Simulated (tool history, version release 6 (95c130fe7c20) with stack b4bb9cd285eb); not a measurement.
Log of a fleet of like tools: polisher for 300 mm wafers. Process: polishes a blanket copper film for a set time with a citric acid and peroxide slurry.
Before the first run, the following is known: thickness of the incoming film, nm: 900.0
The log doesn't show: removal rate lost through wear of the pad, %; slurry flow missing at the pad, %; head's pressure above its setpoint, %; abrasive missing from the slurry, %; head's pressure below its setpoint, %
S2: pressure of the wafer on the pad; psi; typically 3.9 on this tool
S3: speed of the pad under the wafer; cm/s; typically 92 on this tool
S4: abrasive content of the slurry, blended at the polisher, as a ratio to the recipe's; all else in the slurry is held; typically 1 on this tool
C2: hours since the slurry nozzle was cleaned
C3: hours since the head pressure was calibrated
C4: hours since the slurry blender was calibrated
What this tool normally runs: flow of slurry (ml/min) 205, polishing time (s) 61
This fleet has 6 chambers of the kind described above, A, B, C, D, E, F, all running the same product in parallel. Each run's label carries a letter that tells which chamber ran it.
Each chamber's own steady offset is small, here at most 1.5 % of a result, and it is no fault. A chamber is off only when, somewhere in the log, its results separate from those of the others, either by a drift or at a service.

run 1F day=0.150 | flow_of_slurry_(ml/min)=205 S2=3.9 S3=92 S4=1 polishing_time_(s)=61 | wafers_polished_on_this_pad=630 C2=457.2 C3=598.9 C4=99.4 | film_removed_(Å)=1333.5
-- day=0.183 chamber D: slurry blender recalibrated
run 2D day=0.346 | flow_of_slurry_(ml/min)=205 S2=3.9 S3=92 S4=1 polishing_time_(s)=61 | wafers_polished_on_this_pad=545 C2=163.3 C3=10.6 C4=3.9 | film_removed_(Å)=1308.3
run 3B day=0.592 | flow_of_slurry_(ml/min)=205 S2=3.9 S3=92 S4=1 polishing_time_(s)=61 | wafers_polished_on_this_pad=133 C2=317.1 C3=282.6 C4=100.9 | film_removed_(Å)=1347.8
run 4A day=0.754 | flow_of_slurry_(ml/min)=205 S2=3.9 S3=92 S4=1 polishing_time_(s)=61 | wafers_polished_on_this_pad=450 C2=563.9 C3=408.1 C4=85.1 | film_removed_(Å)=1341.6
-- day=0.908 chamber E: slurry blender recalibrated
run 5E day=0.946 | flow_of_slurry_(ml/min)=205 S2=3.9 S3=92 S4=1 polishing_time_(s)=61 | wafers_polished_on_this_pad=645 C2=100.6 C3=76.7 C4=1.0 | film_removed_(Å)=1342.1
run 6C day=1.112 | flow_of_slurry_(ml/min)=180 S2=3.9 S3=92 S4=1 polishing_time_(s)=61 | wafers_polished_on_this_pad=287 C2=78.4 C3=249.8 C4=160.5 | film_removed_(Å)=1279.8
run 7C day=1.342 | flow_of_slurry_(ml/min)=180 S2=3.9 S3=92 S4=1 polishing_time_(s)=61 | wafers_polished_on_this_pad=326 C2=83.9 C3=255.3 C4=166.0 | film_removed_(Å)=1310.8
-- day=1.462 chamber E: worn pad replaced by a new one
run 8B day=1.479 | flow_of_slurry_(ml/min)=180 S2=3.9 S3=92 S4=1 polishing_time_(s)=61 | wafers_polished_on_this_pad=283 C2=338.4 C3=303.9 C4=122.2 | film_removed_(Å)=1335.9
-- day=1.579 chamber A: worn pad replaced by a new one
-- day=1.679 chamber B: slurry blender recalibrated
run 9E day=1.679 | flow_of_slurry_(ml/min)=180 S2=3.9 S3=92 S4=1 polishing_time_(s)=61 | wafers_polished_on_this_pad=37 C2=118.2 C3=94.3 C4=18.6 | film_removed_(Å)=1348.8
run 10A day=1.900 | flow_of_slurry_(ml/min)=180 S2=3.9 S3=92 S4=1 polishing_time_(s)=61 | wafers_polished_on_this_pad=54 C2=591.4 C3=435.6 C4=112.6 | film_removed_(Å)=1307.1
-- day=2.012 chamber F: slurry nozzle cleaned
run 11D day=2.133 | flow_of_slurry_(ml/min)=180 S2=3.9 S3=92 S4=1 polishing_time_(s)=61 | wafers_polished_on_this_pad=847 C2=206.2 C3=53.5 C4=46.8 | film_removed_(Å)=1296.4
run 12F day=2.279 | flow_of_slurry_(ml/min)=205 S2=3.9 S3=92 S4=1 polishing_time_(s)=61 | wafers_polished_on_this_pad=989 C2=6.4 C3=650.0 C4=150.5 | film_removed_(Å)=1321.9
run 13F day=2.446 | flow_of_slurry_(ml/min)=205 S2=3.9 S3=92 S4=1 polishing_time_(s)=61 | wafers_polished_on_this_pad=1017 C2=10.4 C3=654.0 C4=154.5 | film_removed_(Å)=1359.1
run 14A day=2.662 | flow_of_slurry_(ml/min)=205 S2=3.9 S3=92 S4=1 polishing_time_(s)=61 | wafers_polished_on_this_pad=183 C2=609.7 C3=453.9 C4=130.9 | film_removed_(Å)=1297.1
-- day=2.721 chamber A: slurry blender recalibrated
run 15E day=2.804 | flow_of_slurry_(ml/min)=205 S2=3.9 S3=92 S4=1 polishing_time_(s)=61 | wafers_polished_on_this_pad=226 C2=145.2 C3=121.3 C4=45.6 | film_removed_(Å)=1328.8
run 16B day=2.917 | flow_of_slurry_(ml/min)=205 S2=3.9 S3=92 S4=1 polishing_time_(s)=61 | wafers_polished_on_this_pad=526 C2=372.9 C3=338.4 C4=29.8 | film_removed_(Å)=1353.4
-- day=2.942 chamber C: worn pad replaced by a new one
run 17D day=3.121 | flow_of_slurry_(ml/min)=205 S2=3.9 S3=92 S4=1 polishing_time_(s)=61 | wafers_polished_on_this_pad=1013 C2=229.9 C3=77.2 C4=70.5 | film_removed_(Å)=1310.3
run 18C day=3.296 | flow_of_slurry_(ml/min)=205 S2=3.9 S3=92 S4=1 polishing_time_(s)=61 | wafers_polished_on_this_pad=59 C2=130.8 C3=302.2 C4=212.9 | film_removed_(Å)=1337.5
run 19E day=3.512 | flow_of_slurry_(ml/min)=205 S2=3.9 S3=92 S4=1 polishing_time_(s)=61 | wafers_polished_on_this_pad=346 C2=162.2 C3=138.3 C4=62.6 | film_removed_(Å)=1331.3
-- day=3.600 chamber F: head pressure recalibrated
run 20A day=3.675 | flow_of_slurry_(ml/min)=205 S2=3.9 S3=92 S4=1 polishing_time_(s)=61 | wafers_polished_on_this_pad=353 C2=634.0 C3=478.2 C4=23.0 | film_removed_(Å)=1318.5
run 21F day=3.879 | flow_of_slurry_(ml/min)=205 S2=3.9 S3=68 S4=1 polishing_time_(s)=68 | wafers_polished_on_this_pad=1259 C2=44.8 C3=6.8 C4=188.9 | film_removed_(Å)=1021.8
-- day=3.904 chamber D: worn pad replaced by a new one
-- day=4.000 chamber A: slurry nozzle cleaned
run 22B day=4.029 | flow_of_slurry_(ml/min)=205 S2=3.9 S3=68 S4=1 polishing_time_(s)=68 | wafers_polished_on_this_pad=713 C2=399.6 C3=365.1 C4=56.5 | film_removed_(Å)=1096.7
run 23C day=4.217 | flow_of_slurry_(ml/min)=205 S2=3.9 S3=68 S4=1 polishing_time_(s)=68 | wafers_polished_on_this_pad=215 C2=152.9 C3=324.3 C4=235.0 | film_removed_(Å)=1090.3
run 24D day=4.438 | flow_of_slurry_(ml/min)=205 S2=3.9 S3=68 S4=1 polishing_time_(s)=68 | wafers_polished_on_this_pad=90 C2=261.5 C3=108.8 C4=102.1 | film_removed_(Å)=1087.6
run 25E day=4.692 | flow_of_slurry_(ml/min)=205 S2=3.9 S3=68 S4=1 polishing_time_(s)=68 | wafers_polished_on_this_pad=545 C2=190.5 C3=166.6 C4=90.9 | film_removed_(Å)=1114.1
-- day=4.742 chamber E: worn pad replaced by a new one
-- day=4.746 chamber D: slurry blender recalibrated
run 26F day=4.850 | flow_of_slurry_(ml/min)=205 S2=3.9 S3=68 S4=1 polishing_time_(s)=68 | wafers_polished_on_this_pad=1423 C2=68.1 C3=30.1 C4=212.2 | film_removed_(Å)=1049.8
-- day=5.038 chamber A: worn pad replaced by a new one
run 27A day=5.050 | flow_of_slurry_(ml/min)=205 S2=3.9 S3=92 S4=1 polishing_time_(s)=61 | wafers_polished_on_this_pad=2 C2=25.2 C3=511.2 C4=56.0 | film_removed_(Å)=1346.1
run 28D day=5.204 | flow_of_slurry_(ml/min)=205 S2=3.9 S3=92 S4=1 polishing_time_(s)=61 | wafers_polished_on_this_pad=219 C2=279.9 C3=127.2 C4=11.1 | film_removed_(Å)=1331.5
-- day=5.388 chamber E: slurry blender recalibrated
-- day=5.421 chamber F: worn pad replaced by a new one
run 29C day=5.442 | flow_of_slurry_(ml/min)=205 S2=3.9 S3=92 S4=1 polishing_time_(s)=61 | wafers_polished_on_this_pad=421 C2=182.3 C3=353.7 C4=264.4 | film_removed_(Å)=1315.1
run 30B day=5.550 | flow_of_slurry_(ml/min)=205 S2=3.9 S3=92 S4=1 polishing_time_(s)=61 | wafers_polished_on_this_pad=970 C2=436.1 C3=401.6 C4=93.0 | film_removed_(Å)=1380.9
run 31F day=5.788 | flow_of_slurry_(ml/min)=205 S2=3.9 S3=92 S4=1 polishing_time_(s)=61 | wafers_polished_on_this_pad=62 C2=90.6 C3=52.6 C4=234.7 | film_removed_(Å)=1273.2
run 32B day=5.904 | flow_of_slurry_(ml/min)=205 S2=3.9 S3=92 S4=1 polishing_time_(s)=61 | wafers_polished_on_this_pad=1029 C2=444.6 C3=410.1 C4=101.5 | film_removed_(Å)=1351.8
-- day=5.996 chamber C: worn pad replaced by a new one
-- day=6.104 chamber C: slurry blender recalibrated
run 33A day=6.112 | flow_of_slurry_(ml/min)=205 S2=3.9 S3=92 S4=1 polishing_time_(s)=61 | wafers_polished_on_this_pad=181 C2=50.7 C3=536.7 C4=81.5 | film_removed_(Å)=1338.0
run 34C day=6.292 | flow_of_slurry_(ml/min)=205 S2=3.9 S3=92 S4=1 polishing_time_(s)=61 | wafers_polished_on_this_pad=49 C2=202.7 C3=374.1 C4=4.6 | film_removed_(Å)=1326.5
run 35E day=6.442 | flow_of_slurry_(ml/min)=205 S2=3.9 S3=92 S4=1 polishing_time_(s)=61 | wafers_polished_on_this_pad=287 C2=232.5 C3=208.6 C4=25.4 | film_removed_(Å)=1331.6
run 36D day=6.625 | flow_of_slurry_(ml/min)=205 S2=3.9 S3=92 S4=1 polishing_time_(s)=61 | wafers_polished_on_this_pad=459 C2=314.0 C3=161.3 C4=45.2 | film_removed_(Å)=1314.6
run 37B day=6.854 | flow_of_slurry_(ml/min)=205 S2=3.9 S3=92 S4=1 polishing_time_(s)=61 | wafers_polished_on_this_pad=1190 C2=467.4 C3=432.9 C4=124.3 | film_removed_(Å)=1350.0
run 38A day=6.983 | flow_of_slurry_(ml/min)=205 S2=3.9 S3=92 S4=1 polishing_time_(s)=61 | wafers_polished_on_this_pad=328 C2=71.6 C3=557.6 C4=102.4 | film_removed_(Å)=1338.6
run 39F day=7.208 | flow_of_slurry_(ml/min)=205 S2=3.9 S3=92 S4=1 polishing_time_(s)=61 | wafers_polished_on_this_pad=302 C2=124.7 C3=86.7 C4=268.8 | film_removed_(Å)=1242.0
run 40E day=7.421 | flow_of_slurry_(ml/min)=205 S2=3.9 S3=92 S4=1 polishing_time_(s)=61 | wafers_polished_on_this_pad=452 C2=256.0 C3=232.1 C4=48.9 | film_removed_(Å)=1327.1
run 41C day=7.667 | flow_of_slurry_(ml/min)=205 S2=3.9 S3=92 S4=1 polishing_time_(s)=61 | wafers_polished_on_this_pad=281 C2=235.7 C3=407.1 C4=37.6 | film_removed_(Å)=1315.9

The same settings go to every chamber for the next run, one line per chamber below. Forecast the results for each:
run 42A day=7.850 | flow_of_slurry_(ml/min)=205 S2=3.9 S3=92 S4=1 polishing_time_(s)=61 | film_removed_(Å)=?
run 42B day=7.850 | flow_of_slurry_(ml/min)=205 S2=3.9 S3=92 S4=1 polishing_time_(s)=61 | film_removed_(Å)=?
run 42C day=7.850 | flow_of_slurry_(ml/min)=205 S2=3.9 S3=92 S4=1 polishing_time_(s)=61 | film_removed_(Å)=?
run 42D day=7.850 | flow_of_slurry_(ml/min)=205 S2=3.9 S3=92 S4=1 polishing_time_(s)=61 | film_removed_(Å)=?
run 42E day=7.850 | flow_of_slurry_(ml/min)=205 S2=3.9 S3=92 S4=1 polishing_time_(s)=61 | film_removed_(Å)=?
run 42F day=7.850 | flow_of_slurry_(ml/min)=205 S2=3.9 S3=92 S4=1 polishing_time_(s)=61 | film_removed_(Å)=?

run=42A film_removed_(Å)=1310.0
run=42B film_removed_(Å)=1338.7
run=42C film_removed_(Å)=1323.6
run=42D film_removed_(Å)=1312.1
run=42E film_removed_(Å)=1322.5
run=42F film_removed_(Å)=1261.0
